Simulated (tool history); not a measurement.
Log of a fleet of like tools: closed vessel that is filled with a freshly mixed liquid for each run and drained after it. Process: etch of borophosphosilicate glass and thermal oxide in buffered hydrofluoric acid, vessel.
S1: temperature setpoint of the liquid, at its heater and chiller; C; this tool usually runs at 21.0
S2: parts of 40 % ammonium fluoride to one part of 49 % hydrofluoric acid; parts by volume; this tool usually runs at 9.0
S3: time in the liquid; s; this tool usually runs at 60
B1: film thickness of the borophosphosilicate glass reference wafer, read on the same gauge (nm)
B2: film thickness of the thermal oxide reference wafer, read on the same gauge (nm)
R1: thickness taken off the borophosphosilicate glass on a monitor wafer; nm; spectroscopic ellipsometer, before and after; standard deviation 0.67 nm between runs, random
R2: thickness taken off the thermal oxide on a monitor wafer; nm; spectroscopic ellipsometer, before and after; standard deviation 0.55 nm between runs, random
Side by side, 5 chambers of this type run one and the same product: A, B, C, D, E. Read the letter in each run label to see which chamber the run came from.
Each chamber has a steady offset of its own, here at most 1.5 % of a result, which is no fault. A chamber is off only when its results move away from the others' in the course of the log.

{"day": 0.175, "done": "chamber B: hydrofluoric acid flow meter replaced"}
{"run": "1C", "day": 0.308, "S1": 21.0, "S2": 9.0, "S3": 60, "B1": 99.982, "B2": 30.012, "R1": 160.31, "R2": 64.42}
{"run": "2B", "day": 0.5, "S1": 21.0, "S2": 9.0, "S3": 60, "B1": 99.994, "B2": 30.024, "R1": 158.57, "R2": 64.4}
{"run": "3D", "day": 0.746, "S1": 21.0, "S2": 9.0, "S3": 60, "B1": 99.973, "B2": 29.986, "R1": 159.11, "R2": 63.048}
{"run": "4A", "day": 1.0, "S1": 21.0, "S2": 9.0, "S3": 60, "B1": 100.01, "B2": 30.013, "R1": 160.38, "R2": 65.55}
{"run": "5E", "day": 1.225, "S1": 21.0, "S2": 9.0, "S3": 60, "B1": 99.979, "B2": 29.979, "R1": 156.87, "R2": 64.929}
{"run": "6C", "day": 1.425, "S1": 21.0, "S2": 9.0, "S3": 60, "B1": 100.02, "B2": 29.996, "R1": 159.73, "R2": 65.271}
{"run": "7B", "day": 1.721, "S1": 21.0, "S2": 9.0, "S3": 60, "B1": 100.07, "B2": 29.971, "R1": 159.08, "R2": 63.31}
{"run": "8D", "day": 1.917, "S1": 21.0, "S2": 9.0, "S3": 60, "B1": 100.07, "B2": 30.014, "R1": 157.5, "R2": 64.492}
{"run": "9E", "day": 2.142, "S1": 21.0, "S2": 6.5, "S3": 60, "B1": 100.01, "B2": 29.975, "R1": 217.62, "R2": 89.426}
{"run": "10A", "day": 2.292, "S1": 21.0, "S2": 6.5, "S3": 60, "B1": 100.04, "B2": 29.977, "R1": 227.53, "R2": 91.43}
{"run": "11A", "day": 2.454, "S1": 21.0, "S2": 6.5, "S3": 60, "B1": 99.961, "B2": 29.99, "R1": 224.83, "R2": 91.039}
{"run": "12C", "day": 2.717, "S1": 21.0, "S2": 6.5, "S3": 60, "B1": 100.04, "B2": 29.998, "R1": 222.45, "R2": 91.961}
{"run": "13D", "day": 2.975, "S1": 21.0, "S2": 6.5, "S3": 60, "B1": 99.973, "B2": 29.993, "R1": 225.56, "R2": 87.933}
{"run": "14B", "day": 3.204, "S1": 23.5, "S2": 9.0, "S3": 90, "B1": 99.972, "B2": 30.022, "R1": 270.67, "R2": 111.73}
{"run": "15E", "day": 3.362, "S1": 23.5, "S2": 9.0, "S3": 90, "B1": 99.997, "B2": 29.987, "R1": 266.41, "R2": 109.78}
{"run": "16C", "day": 3.654, "S1": 23.5, "S2": 9.0, "S3": 90, "B1": 100.02, "B2": 29.994, "R1": 274.47, "R2": 113.88}
{"run": "17B", "day": 3.854, "S1": 23.5, "S2": 9.0, "S3": 90, "B1": 99.999, "B2": 30.029, "R1": 269.81, "R2": 109.4}
{"run": "18A", "day": 4.012, "S1": 23.5, "S2": 9.0, "S3": 90, "B1": 100.04, "B2": 30.025, "R1": 272.87, "R2": 111.02}
{"run": "19D", "day": 4.208, "S1": 19.0, "S2": 9.0, "S3": 75, "B1": 99.954, "B2": 29.995, "R1": 178.11, "R2": 70.866}
{"run": "20E", "day": 4.496, "S1": 19.0, "S2": 9.0, "S3": 75, "B1": 99.996, "B2": 30.001, "R1": 174.82, "R2": 73.067}
{"run": "21E", "day": 4.792, "S1": 19.0, "S2": 9.0, "S3": 75, "B1": 99.971, "B2": 30.01, "R1": 174.96, "R2": 71.506}
{"run": "22D", "day": 5.0, "S1": 19.0, "S2": 9.0, "S3": 75, "B1": 100.0, "B2": 30.004, "R1": 177.92, "R2": 71.182}
{"run": "23B", "day": 5.175, "S1": 19.0, "S2": 9.0, "S3": 75, "B1": 100.01, "B2": 29.99, "R1": 177.39, "R2": 72.762}
{"run": "24C", "day": 5.496, "S1": 21.0, "S2": 9.0, "S3": 60, "B1": 100.04, "B2": 30.022, "R1": 159.62, "R2": 64.387}
{"run": "25A", "day": 5.654, "S1": 21.0, "S2": 9.0, "S3": 60, "B1": 100.01, "B2": 30.008, "R1": 159.5, "R2": 64.486}
{"run": "26A", "day": 5.938, "S1": 21.0, "S2": 9.0, "S3": 60, "B1": 100.03, "B2": 30.02, "R1": 159.12, "R2": 65.7}
{"run": "27D", "day": 6.079, "S1": 21.0, "S2": 9.0, "S3": 45, "B1": 99.995, "B2": 29.984, "R1": 119.3, "R2": 48.514}
{"run": "28E", "day": 6.392, "S1": 21.0, "S2": 9.0, "S3": 45, "B1": 100.05, "B2": 29.981, "R1": 116.47, "R2": 48.288}
{"run": "29B", "day": 6.596, "S1": 21.0, "S2": 9.0, "S3": 45, "B1": 100.01, "B2": 29.985, "R1": 118.66, "R2": 48.473}
{"run": "30C", "day": 6.762, "S1": 21.0, "S2": 9.0, "S3": 45, "B1": 100.0, "B2": 30.022, "R1": 119.26, "R2": 48.93}
{"run": "31D", "day": 6.967, "S1": 21.0, "S2": 9.0, "S3": 45, "B1": 100.04, "B2": 30.002, "R1": 118.75, "R2": 48.595}
{"run": "32A", "day": 7.208, "S1": 21.0, "S2": 9.0, "S3": 60, "B1": 99.977, "B2": 30.01, "R1": 158.72, "R2": 65.216}
{"run": "33C", "day": 7.525, "S1": 21.0, "S2": 9.0, "S3": 60, "B1": 100.01, "B2": 29.983, "R1": 158.5, "R2": 65.047}
{"run": "34B", "day": 7.812, "S1": 21.0, "S2": 9.0, "S3": 60, "B1": 99.995, "B2": 30.019, "R1": 157.03, "R2": 65.023}
{"run": "35E", "day": 8.021, "S1": 21.0, "S2": 9.0, "S3": 60, "B1": 99.964, "B2": 30.0, "R1": 155.72, "R2": 64.412}

Next, every chamber runs the same settings. What will each give?
{"run": "36A", "day": 8.254, "S1": 18.5, "S2": 9.0, "S3": 60, "R1": "?", "R2": "?"}
{"run": "36B", "day": 8.254, "S1": 18.5, "S2": 9.0, "S3": 60, "R1": "?", "R2": "?"}
{"run": "36C", "day": 8.254, "S1": 18.5, "S2": 9.0, "S3": 60, "R1": "?", "R2": "?"}
{"run": "36D", "day": 8.254, "S1": 18.5, "S2": 9.0, "S3": 60, "R1": "?", "R2": "?"}
{"run": "36E", "day": 8.254, "S1": 18.5, "S2": 9.0, "S3": 60, "R1": "?", "R2": "?"}

run=36A R1=138.68 R2=56.080
run=36B R1=137.72 R2=55.778
run=36C R1=138.96 R2=56.973
run=36D R1=138.93 R2=56.141
run=36E R1=136.52 R2=56.010
